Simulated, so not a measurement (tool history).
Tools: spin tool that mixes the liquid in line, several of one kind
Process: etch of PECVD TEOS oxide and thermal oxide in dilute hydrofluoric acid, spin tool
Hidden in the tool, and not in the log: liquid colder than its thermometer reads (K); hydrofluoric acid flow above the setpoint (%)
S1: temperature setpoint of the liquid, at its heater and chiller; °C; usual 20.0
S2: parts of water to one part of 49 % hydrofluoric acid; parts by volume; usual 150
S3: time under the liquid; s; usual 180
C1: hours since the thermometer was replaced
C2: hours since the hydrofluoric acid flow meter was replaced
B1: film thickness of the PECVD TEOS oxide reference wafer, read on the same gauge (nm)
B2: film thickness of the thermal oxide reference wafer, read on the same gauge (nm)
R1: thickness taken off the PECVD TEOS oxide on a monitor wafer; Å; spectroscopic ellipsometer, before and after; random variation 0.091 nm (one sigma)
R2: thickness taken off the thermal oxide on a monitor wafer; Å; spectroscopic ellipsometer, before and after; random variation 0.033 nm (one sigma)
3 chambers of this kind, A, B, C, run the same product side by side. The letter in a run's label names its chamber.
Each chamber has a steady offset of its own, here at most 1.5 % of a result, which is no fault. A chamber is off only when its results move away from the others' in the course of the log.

run	hour	S1	S2	S3	C1	C2	B1	B2	R1	R2
1B	6.6	20.0	150	180	245.2	1048.7	39.990	79.968	132.270	45.032
2C	18.6	20.0	150	180	1437.7	1738.3	40.024	79.990	133.130	44.581
3A	25.7	20.0	150	180	460.0	1524.9	39.999	79.979	133.810	44.736
4A	37.3	20.0	150	180	471.6	1536.5	40.029	80.018	134.430	44.675
5B	49.1	20.0	150	180	287.7	1091.2	39.982	80.008	133.410	45.434
6C	62.4	20.0	150	180	1481.5	1782.1	40.019	80.024	134.550	45.169
7C	72.5	20.0	150	180	1491.6	1792.2	40.010	80.013	134.410	44.996
8B	84.4	20.0	150	180	323.0	1126.5	39.980	80.013	134.850	45.909
9A	95.5	20.0	150	180	529.8	1594.7	40.048	79.977	135.410	44.260
10B	104.3	20.0	150	180	342.9	1146.4	40.007	80.017	134.580	45.501
11A	111.9	20.0	150	180	546.2	1611.1	40.018	79.988	134.400	44.660
# hour 118.0: chamber B: hydrofluoric acid flow meter replaced
12C	124.7	20.0	150	180	1543.8	1844.4	39.993	80.015	132.830	44.063
13A	136.5	22.5	150	115	570.8	1635.7	40.003	79.996	94.408	31.674
14C	146.1	22.5	150	115	1565.2	1865.8	40.032	80.000	94.886	31.396
15B	157.8	22.5	150	115	396.4	39.8	40.004	80.023	94.174	31.647
16C	163.7	20.0	150	180	1582.8	1883.4	40.019	79.983	133.330	44.460
17B	175.8	20.0	150	180	414.4	57.8	40.003	80.015	133.910	45.244
18A	187.7	20.0	150	180	622.0	1686.9	39.999	80.001	135.140	44.478
19A	193.8	20.0	150	180	628.1	1693.0	39.973	79.998	134.870	45.142
20B	201.3	20.0	150	180	439.9	83.3	39.997	79.990	132.640	45.298
21C	210.2	20.0	150	180	1629.3	1929.9	39.981	80.010	132.960	44.356
# hour 219.4: chamber C: hydrofluoric acid flow meter replaced
22A	220.6	20.0	150	180	654.9	1719.8	40.011	79.991	134.420	44.668
# hour 224.4: chamber A: hydrofluoric acid flow meter replaced
23B	232.6	20.0	150	180	471.2	114.6	39.974	80.008	133.610	45.172
24C	245.4	20.0	150	145	1664.5	26.1	39.997	80.016	108.430	36.077
25C	251.3	20.0	150	145	1670.4	32.0	40.006	80.017	108.110	35.763
26B	258.6	20.0	150	145	497.2	140.6	40.006	79.987	107.000	36.559
27A	269.1	20.0	150	180	703.4	44.8	39.987	79.984	133.270	44.980
28B	281.3	20.0	150	180	519.9	163.3	39.992	79.991	134.720	45.312
29C	293.8	20.0	150	255	1712.9	74.5	40.003	79.995	187.960	63.217

All 3 chambers run these settings next. Forecast each chamber's results:
30A	303.5	20.0	150	110					?	?
30B	303.5	20.0	150	110					?	?
30C	303.5	20.0	150	110					?	?

run	R1	R2
30A	81.653	27.373
30B	81.708	27.572
30C	80.916	27.372
